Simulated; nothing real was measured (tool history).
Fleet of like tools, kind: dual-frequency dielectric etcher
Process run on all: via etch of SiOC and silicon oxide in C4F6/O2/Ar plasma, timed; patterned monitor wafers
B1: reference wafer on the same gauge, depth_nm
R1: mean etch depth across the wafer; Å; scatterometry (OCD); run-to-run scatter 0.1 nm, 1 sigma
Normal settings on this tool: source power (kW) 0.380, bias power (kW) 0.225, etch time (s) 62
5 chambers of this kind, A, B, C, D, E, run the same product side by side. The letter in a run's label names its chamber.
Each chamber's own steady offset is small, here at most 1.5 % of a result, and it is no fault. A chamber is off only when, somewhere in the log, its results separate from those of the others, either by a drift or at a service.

{"run": "1C", "hour": 5.6, "source power (kW)": 0.38, "bias power (kW)": 0.225, "etch time (s)": 62, "B1": 60.973, "R1": 740.35}
{"run": "2B", "hour": 10.8, "source power (kW)": 0.38, "bias power (kW)": 0.225, "etch time (s)": 62, "B1": 60.977, "R1": 737.5}
{"run": "3E", "hour": 15.7, "source power (kW)": 0.38, "bias power (kW)": 0.225, "etch time (s)": 62, "B1": 60.972, "R1": 733.13}
{"run": "4A", "hour": 18.7, "source power (kW)": 0.38, "bias power (kW)": 0.225, "etch time (s)": 62, "B1": 60.975, "R1": 739.83}
{"hour": 19.5, "done": "chamber C: wet clean of the chamber"}
{"run": "5D", "hour": 25.1, "source power (kW)": 0.38, "bias power (kW)": 0.225, "etch time (s)": 62, "B1": 60.949, "R1": 740.18}
{"run": "6E", "hour": 31.3, "source power (kW)": 0.38, "bias power (kW)": 0.225, "etch time (s)": 62, "B1": 60.968, "R1": 731.38}
{"run": "7A", "hour": 34.4, "source power (kW)": 0.38, "bias power (kW)": 0.225, "etch time (s)": 62, "B1": 60.934, "R1": 736.96}
{"run": "8C", "hour": 40.2, "source power (kW)": 0.38, "bias power (kW)": 0.225, "etch time (s)": 62, "B1": 60.942, "R1": 739.55}
{"run": "9B", "hour": 45.0, "source power (kW)": 0.38, "bias power (kW)": 0.225, "etch time (s)": 62, "B1": 60.921, "R1": 738.77}
{"run": "10D", "hour": 50.6, "source power (kW)": 0.47, "bias power (kW)": 0.225, "etch time (s)": 77, "B1": 60.918, "R1": 992.7}
{"run": "11D", "hour": 54.6, "source power (kW)": 0.47, "bias power (kW)": 0.225, "etch time (s)": 77, "B1": 60.906, "R1": 994.28}
{"run": "12E", "hour": 57.8, "source power (kW)": 0.47, "bias power (kW)": 0.225, "etch time (s)": 77, "B1": 60.892, "R1": 986.27}
{"hour": 59.2, "done": "chamber E: wet clean of the chamber"}
{"run": "13C", "hour": 61.8, "source power (kW)": 0.47, "bias power (kW)": 0.225, "etch time (s)": 77, "B1": 60.904, "R1": 997.89}
{"run": "14B", "hour": 67.4, "source power (kW)": 0.47, "bias power (kW)": 0.225, "etch time (s)": 77, "B1": 60.894, "R1": 991.75}
{"run": "15A", "hour": 71.4, "source power (kW)": 0.38, "bias power (kW)": 0.225, "etch time (s)": 62, "B1": 60.874, "R1": 739.17}
{"run": "16E", "hour": 74.2, "source power (kW)": 0.38, "bias power (kW)": 0.225, "etch time (s)": 62, "B1": 60.857, "R1": 729.44}
{"run": "17D", "hour": 77.1, "source power (kW)": 0.38, "bias power (kW)": 0.225, "etch time (s)": 62, "B1": 60.881, "R1": 736.72}
{"run": "18B", "hour": 83.0, "source power (kW)": 0.38, "bias power (kW)": 0.225, "etch time (s)": 62, "B1": 60.862, "R1": 737.2}
{"run": "19C", "hour": 88.6, "source power (kW)": 0.38, "bias power (kW)": 0.225, "etch time (s)": 62, "B1": 60.833, "R1": 738.2}
{"run": "20A", "hour": 93.2, "source power (kW)": 0.38, "bias power (kW)": 0.225, "etch time (s)": 62, "B1": 60.84, "R1": 736.94}
{"run": "21C", "hour": 99.8, "source power (kW)": 0.38, "bias power (kW)": 0.225, "etch time (s)": 62, "B1": 60.831, "R1": 738.73}
{"run": "22B", "hour": 103.8, "source power (kW)": 0.38, "bias power (kW)": 0.225, "etch time (s)": 62, "B1": 60.814, "R1": 735.29}
{"run": "23A", "hour": 110.2, "source power (kW)": 0.38, "bias power (kW)": 0.225, "etch time (s)": 62, "B1": 60.805, "R1": 736.9}
{"run": "24D", "hour": 115.7, "source power (kW)": 0.38, "bias power (kW)": 0.225, "etch time (s)": 62, "B1": 60.808, "R1": 735.83}
{"run": "25E", "hour": 122.0, "source power (kW)": 0.38, "bias power (kW)": 0.225, "etch time (s)": 62, "B1": 60.788, "R1": 729.96}
{"run": "26A", "hour": 125.9, "source power (kW)": 0.38, "bias power (kW)": 0.225, "etch time (s)": 62, "B1": 60.778, "R1": 736.46}
{"run": "27E", "hour": 129.8, "source power (kW)": 0.38, "bias power (kW)": 0.225, "etch time (s)": 62, "B1": 60.781, "R1": 728.41}
{"run": "28C", "hour": 135.7, "source power (kW)": 0.38, "bias power (kW)": 0.225, "etch time (s)": 62, "B1": 60.777, "R1": 737.37}
{"run": "29B", "hour": 139.4, "source power (kW)": 0.38, "bias power (kW)": 0.225, "etch time (s)": 62, "B1": 60.759, "R1": 736.34}
{"run": "30D", "hour": 144.4, "source power (kW)": 0.33, "bias power (kW)": 0.225, "etch time (s)": 62, "B1": 60.738, "R1": 697.8}
{"run": "31E", "hour": 150.7, "source power (kW)": 0.33, "bias power (kW)": 0.225, "etch time (s)": 62, "B1": 60.736, "R1": 689.51}
{"run": "32D", "hour": 156.5, "source power (kW)": 0.33, "bias power (kW)": 0.225, "etch time (s)": 62, "B1": 60.728, "R1": 695.75}
{"run": "33A", "hour": 160.4, "source power (kW)": 0.33, "bias power (kW)": 0.225, "etch time (s)": 62, "B1": 60.717, "R1": 694.78}
{"run": "34C", "hour": 164.0, "source power (kW)": 0.33, "bias power (kW)": 0.225, "etch time (s)": 62, "B1": 60.699, "R1": 697.84}
{"run": "35B", "hour": 169.4, "source power (kW)": 0.38, "bias power (kW)": 0.225, "etch time (s)": 62, "B1": 60.699, "R1": 734.37}
{"run": "36C", "hour": 173.5, "source power (kW)": 0.38, "bias power (kW)": 0.225, "etch time (s)": 62, "B1": 60.691, "R1": 736.62}
{"run": "37B", "hour": 178.9, "source power (kW)": 0.38, "bias power (kW)": 0.225, "etch time (s)": 62, "B1": 60.706, "R1": 734.81}
{"run": "38D", "hour": 182.0, "source power (kW)": 0.38, "bias power (kW)": 0.225, "etch time (s)": 62, "B1": 60.693, "R1": 734.96}
{"run": "39E", "hour": 188.6, "source power (kW)": 0.38, "bias power (kW)": 0.225, "etch time (s)": 62, "B1": 60.686, "R1": 727.53}

Next, all 5 chambers run the settings below, one line each with question marks for the results. What does each chamber give?
{"run": "40A", "hour": 193.3, "source power (kW)": 0.38, "bias power (kW)": 0.225, "etch time (s)": 62, "R1": "?"}
{"run": "40B", "hour": 193.3, "source power (kW)": 0.38, "bias power (kW)": 0.225, "etch time (s)": 62, "R1": "?"}
{"run": "40C", "hour": 193.3, "source power (kW)": 0.38, "bias power (kW)": 0.225, "etch time (s)": 62, "R1": "?"}
{"run": "40D", "hour": 193.3, "source power (kW)": 0.38, "bias power (kW)": 0.225, "etch time (s)": 62, "R1": "?"}
{"run": "40E", "hour": 193.3, "source power (kW)": 0.38, "bias power (kW)": 0.225, "etch time (s)": 62, "R1": "?"}

run=40A R1=733.33
run=40B R1=734.50
run=40C R1=736.10
run=40D R1=734.40
run=40E R1=728.28
